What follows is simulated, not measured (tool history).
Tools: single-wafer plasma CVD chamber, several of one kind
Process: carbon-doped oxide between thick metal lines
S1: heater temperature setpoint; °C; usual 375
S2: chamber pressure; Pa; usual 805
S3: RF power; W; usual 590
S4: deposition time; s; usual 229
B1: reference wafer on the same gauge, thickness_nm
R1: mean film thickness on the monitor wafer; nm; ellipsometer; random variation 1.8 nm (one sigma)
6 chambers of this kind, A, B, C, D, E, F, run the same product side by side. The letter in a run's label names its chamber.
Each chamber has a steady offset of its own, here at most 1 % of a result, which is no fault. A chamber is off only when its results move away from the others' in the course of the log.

run     day   S1   S2   S3   S4      B1      R1
 1A   0.475  375  805  590  229  1050.0  1233.7
      0.696  -- chamber D: RF generator calibrated
 2D   0.933  375  805  590  229  1049.4  1227.2
 3B   1.196  375  805  590  229  1049.6  1237.3
 4E   1.600  375  805  590  229  1049.1  1248.0
 5C   2.046  375  805  590  229  1049.1  1246.6
 6F   2.292  375  805  590  229  1049.0  1228.7
 7B   2.671  375  805  590  229  1049.0  1235.1
 8E   2.917  375  805  590  229  1049.3  1244.3
 9F   3.388  375  805  590  229  1048.8  1225.5
      3.588  -- chamber E: RF generator calibrated
10C   3.779  380  805  590  229  1048.0  1230.1
11D   4.062  380  805  590  229  1048.4  1215.7
12A   4.483  380  805  590  229  1048.3  1218.7
13F   4.975  380  805  590  229  1048.2  1213.9
14A   5.429  380  805  590  229  1047.9  1219.8
15C   5.725  380  805  590  229  1047.9  1231.0
16D   6.154  375  805  590  229  1047.6  1226.6
17E   6.396  375  805  590  229  1047.4  1242.5
18B   6.683  375  805  590  229  1047.7  1232.7
19F   6.908  375  805  690  229  1047.1  1345.1
20C   7.396  375  805  690  229  1047.5  1363.4
21B   7.858  375  805  690  229  1046.8  1351.1
22A   8.292  375  805  690  229  1046.4  1346.1
23E   8.533  375  805  690  229  1046.8  1361.3
24D   8.804  375  805  690  229  1046.1  1346.1
25B   9.225  375  805  590  229  1046.5  1231.9
26C   9.525  375  805  700  258  1046.4  1548.6
27D  10.000  375  805  700  258  1046.2  1521.5
     10.388  -- chamber C: capacitance manometer re-zeroed and calibrated
28E  10.442  375  805  700  258  1046.6  1544.0
29F  10.892  375  805  700  258  1046.2  1524.6
     10.946  -- chamber D: thermocouple changed; heater temperature recalibrated
     10.967  -- chamber A: thermocouple changed; heater temperature recalibrated
30A  11.183  375  805  700  258  1045.7  1531.9
31E  11.442  375  805  700  258  1046.1  1540.8
32F  11.746  375  805  590  229  1045.3  1224.5
33D  12.146  375  655  665  229  1045.1  1275.8
34A  12.425  375  655  665  229  1045.4  1284.1
     12.504  -- chamber B: RF generator calibrated
35B  12.904  375  655  665  229  1045.0  1284.5
36C  13.350  375  655  665  229  1044.7  1295.2
37A  13.738  375  655  665  229  1044.7  1279.5
38E  14.204  375  655  665  229  1044.3  1293.3
39D  14.504  375  805  590  229  1044.6  1221.6
40C  14.808  375  805  590  229  1044.2  1238.6
41B  15.196  375  805  590  229  1044.2  1230.5
42F  15.562  375  805  590  229  1044.1  1222.1
43A  15.788  380  805  590  229  1043.8  1214.3

Is one chamber off against the others, does the gauge drift, or is nothing wrong? If a chamber is off, say which, and what the likeliest cause is.

The gauge drifts, so all chambers seem to drift together. No chamber is off.
Cause: gauge reads low (%) = 0.592.
